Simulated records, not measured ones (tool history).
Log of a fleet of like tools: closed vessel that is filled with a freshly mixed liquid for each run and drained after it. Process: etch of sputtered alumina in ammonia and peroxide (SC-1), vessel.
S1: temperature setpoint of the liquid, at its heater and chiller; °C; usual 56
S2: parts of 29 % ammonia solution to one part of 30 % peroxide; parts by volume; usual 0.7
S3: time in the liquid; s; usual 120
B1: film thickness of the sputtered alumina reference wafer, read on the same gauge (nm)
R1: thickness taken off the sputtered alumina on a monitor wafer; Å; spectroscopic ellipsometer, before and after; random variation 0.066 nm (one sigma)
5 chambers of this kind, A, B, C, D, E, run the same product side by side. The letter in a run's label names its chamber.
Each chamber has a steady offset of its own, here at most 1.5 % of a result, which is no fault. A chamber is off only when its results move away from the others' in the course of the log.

| run | hour | S1 | S2 | S3 | B1 | R1 |
|---|---|---|---|---|---|---|
| 1B | 7.1 | 56 | 0.7 | 120 | 129.97 | 108.69 |
| 2A | 14.7 | 56 | 0.7 | 120 | 129.98 | 111.92 |
| 3C | 24.6 | 56 | 0.7 | 120 | 130.03 | 112.42 |
|  | 34.3 | chamber B: thermometer replaced |
| 4E | 36.1 | 56 | 0.7 | 120 | 130.02 | 109.45 |
| 5D | 48.9 | 56 | 0.7 | 120 | 129.99 | 110.38 |
| 6E | 57.1 | 64 | 0.7 | 95 | 130.03 | 130.46 |
| 7B | 70 | 64 | 0.7 | 95 | 129.99 | 130.75 |
| 8D | 81.4 | 64 | 0.7 | 95 | 130.03 | 129.52 |
| 9A | 91.3 | 64 | 0.7 | 95 | 129.96 | 133.77 |
| 10C | 99.1 | 64 | 0.7 | 95 | 129.96 | 135.54 |
| 11B | 107.7 | 56 | 0.7 | 120 | 130 | 108.8 |
| 12A | 115.8 | 53 | 0.7 | 80 | 130.03 | 62.286 |
| 13C | 123.5 | 53 | 0.7 | 80 | 129.94 | 63.648 |
| 14E | 131.8 | 53 | 0.7 | 80 | 129.98 | 61.669 |
| 15D | 138.1 | 53 | 0.7 | 80 | 130.03 | 62.445 |
| 16E | 148.1 | 53 | 0.7 | 80 | 130.01 | 62.222 |
| 17A | 157.3 | 56 | 0.7 | 120 | 129.98 | 110.19 |
| 18B | 164.1 | 56 | 0.7 | 120 | 130.06 | 109.79 |
| 19C | 170.1 | 56 | 0.7 | 120 | 129.99 | 111.96 |
| 20D | 179.2 | 56 | 0.7 | 120 | 129.99 | 109.91 |
| 21D | 186.6 | 56 | 0.7 | 120 | 130 | 110.02 |
| 22E | 198.8 | 56 | 0.7 | 120 | 129.96 | 109.63 |
| 23B | 207.6 | 56 | 0.4 | 120 | 130.01 | 103.59 |
| 24A | 216.1 | 56 | 0.4 | 120 | 130.01 | 102.35 |
| 25C | 228.3 | 56 | 0.4 | 120 | 130 | 106.98 |
| 26B | 238.1 | 56 | 0.4 | 120 | 129.98 | 103.37 |
| 27C | 247.5 | 56 | 0.4 | 120 | 129.95 | 105.82 |
| 28D | 257.9 | 56 | 0.7 | 120 | 130.03 | 109 |
| 29E | 266.3 | 56 | 0.7 | 120 | 129.99 | 109.1 |
| 30A | 277.7 | 56 | 0.55 | 160 | 130.01 | 140.28 |
|  | 281.5 | chamber A: new drum of ammonia solution connected |
|  | 284.8 | chamber C: thermometer replaced |
| 31A | 287.8 | 56 | 0.55 | 160 | 130.01 | 139.81 |
| 32C | 300.7 | 56 | 0.55 | 160 | 130.01 | 147.14 |
|  | 305 | chamber C: ammonia flow meter replaced |
| 33E | 312.1 | 56 | 0.55 | 160 | 129.97 | 143.5 |
| 34B | 323.7 | 56 | 0.55 | 160 | 130.04 | 142.57 |
| 35D | 330.1 | 56 | 0.7 | 120 | 130.01 | 109.48 |
| 36E | 340.1 | 56 | 0.7 | 120 | 130.03 | 109.42 |
| 37A | 346.9 | 51 | 0.7 | 120 | 129.96 | 80.067 |
|  | 357 | chamber D: thermometer replaced |
| 38B | 357 | 51 | 0.7 | 120 | 129.97 | 84.872 |
| 39D | 364.9 | 51 | 0.7 | 120 | 130.04 | 84.74 |
| 40C | 374.8 | 51 | 0.7 | 120 | 130.02 | 85.311 |
| 41E | 382.6 | 51 | 0.7 | 120 | 129.97 | 84.346 |
| 42A | 391.6 | 56 | 0.7 | 120 | 130.01 | 105.31 |
| 43B | 403.6 | 56 | 0.7 | 120 | 130.05 | 110.17 |

Is one chamber off against the others, does the gauge drift, or is nothing wrong? If a chamber is off, say which, and what the likeliest cause is.

Chamber A drifts away from the others.
Cause: liquid colder than its thermometer reads (K) = 1.2.

Here are 4 candidates for chamber A's next run, each the usual settings with a change, their results left as question marks. Which one brings its results back in line with what the others give on the usual settings?
In line means no further than this from the other chambers' mean on the usual settings: R1 2.3 Å
| 44A-1 | 412.8 | 57 | 0.7 | 120 |  | ? |
| 44A-2 | 412.8 | 56 | 0.8 | 120 |  | ? |
| 44A-3 | 412.8 | 56 | 0.6 | 120 |  | ? |
| 44A-4 | 412.8 | 56 | 0.4 | 120 |  | ? |

The other chambers' mean on the usual settings: R1 110.29 Å
| run | R1 |
|---|---|
| 44A-1 | 110.75 |
| 44A-2 | 106.3 |
| 44A-3 | 103.48 |
| 44A-4 | 99.661 |
44A-1 brings the chamber back in line.
